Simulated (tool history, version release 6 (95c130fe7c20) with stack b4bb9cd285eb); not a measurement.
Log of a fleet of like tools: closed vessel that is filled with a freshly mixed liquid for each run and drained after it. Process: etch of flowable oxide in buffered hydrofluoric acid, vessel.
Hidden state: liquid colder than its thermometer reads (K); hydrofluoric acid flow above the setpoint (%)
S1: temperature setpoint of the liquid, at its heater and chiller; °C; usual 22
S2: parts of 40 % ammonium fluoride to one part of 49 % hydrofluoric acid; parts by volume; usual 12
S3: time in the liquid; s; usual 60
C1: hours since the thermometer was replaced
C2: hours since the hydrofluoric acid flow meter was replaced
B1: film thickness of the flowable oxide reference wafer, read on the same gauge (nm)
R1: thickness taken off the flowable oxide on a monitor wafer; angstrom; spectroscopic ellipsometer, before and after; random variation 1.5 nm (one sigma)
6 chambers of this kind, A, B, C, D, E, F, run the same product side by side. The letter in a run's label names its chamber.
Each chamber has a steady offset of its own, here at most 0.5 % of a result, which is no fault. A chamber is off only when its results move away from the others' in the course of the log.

run,hour,S1,S2,S3,C1,C2,B1,R1
1D,6.5,22,12,60,688.5,631.4,140.00,1698.3
2B,13.9,22,12,60,308.3,117.8,140.01,1729.1
3E,20.0,22,12,60,850.8,369.2,139.99,1757.0
4C,23.7,22,12,60,1026.5,697.9,140.00,1720.5
5F,29.5,22,12,60,71.5,569.1,140.01,1729.9
6A,37.6,22,12,60,505.8,108.4,140.01,1719.4
7C,43.9,24,12,70,1046.7,718.1,140.01,2215.5
8D,49.6,24,12,70,731.6,674.5,140.01,2275.9
9A,53.2,24,12,70,521.4,124.0,140.00,2251.8
10F,60.0,24,12,70,102.0,599.6,140.01,2259.3
# hour 64.3: chamber D: thermometer replaced
11E,66.4,24,12,70,897.2,415.6,139.98,2270.6
12B,71.8,24,12,70,366.2,175.7,140.02,2279.5
13C,77.9,22,12,60,1080.7,752.1,140.00,1702.7
14B,85.9,22,12,60,380.3,189.8,140.00,1726.3
15E,93.2,22,12,60,924.0,442.4,139.99,1723.2
16A,101.5,22,12,60,569.7,172.3,139.99,1707.6
17D,107.3,22,12,60,43.1,732.2,140.01,1708.8
18F,115.2,22,12,60,157.2,654.8,140.00,1743.0
19E,121.7,22,12,60,952.5,470.9,140.00,1724.1
20A,129.0,22,12,60,597.2,199.8,139.99,1720.4
21B,137.1,22,8,75,431.5,241.0,139.99,3100.9
22F,145.0,22,8,75,187.0,684.6,140.01,3077.6
# hour 150.7: chamber E: hydrofluoric acid flow meter replaced
23C,151.7,22,8,75,1154.5,825.9,140.00,3277.8
24D,156.9,22,8,75,92.7,781.8,139.98,3143.5
25E,161.4,22,8,75,992.2,10.8,140.00,3135.2
26C,168.9,22,8,75,1171.7,843.1,140.02,3313.8
27D,176.1,22,12,60,111.9,801.0,140.00,1734.9
28A,181.1,22,12,60,649.3,251.9,140.01,1691.8
29B,185.6,22,12,60,480.0,289.5,140.00,1701.3
30F,191.0,22,12,60,233.0,730.6,140.01,1724.8
31E,195.5,22,12,60,1026.3,44.9,140.00,1702.9
32D,201.7,22,15,60,137.5,826.6,139.99,1375.3
33B,207.4,22,15,60,501.8,311.3,140.01,1387.6
34F,212.8,22,15,60,254.8,752.4,140.01,1377.5
35A,219.1,22,15,60,687.3,289.9,139.99,1389.8
36C,224.9,22,15,60,1227.7,899.1,139.99,1553.3
37C,229.7,22,15,60,1232.5,903.9,139.98,1510.2

What goes on in this fleet: one chamber off, a drifting gauge, or nothing beyond the chambers' own small offsets? Name the chamber and the cause, if any.

Chamber C drifts away from the others.
Cause: hydrofluoric acid flow above the setpoint (%) = 12.2.
The log may not tell that from: liquid hotter than its thermometer reads (K).

Here are 4 candidates for chamber C's next run, each the usual settings with a change, their results left as question marks. Which one brings its results back in line with what the others give on the usual settings?
In line means no further than this from the other chambers' mean on the usual settings: R1 52.0 angstrom
38C-1,235.8,21.5,13.0,60,,,,?
38C-2,235.8,23.0,12.0,60,,,,?
38C-3,235.8,21.5,12.5,60,,,,?
38C-4,235.8,22.0,11.5,65,,,,?

The other chambers' mean on the usual settings: R1 1719.8 angstrom
run,R1
38C-1,1721.4
38C-2,2020.7
38C-3,1787.7
38C-4,2157.0
38C-1 brings the chamber back in line.
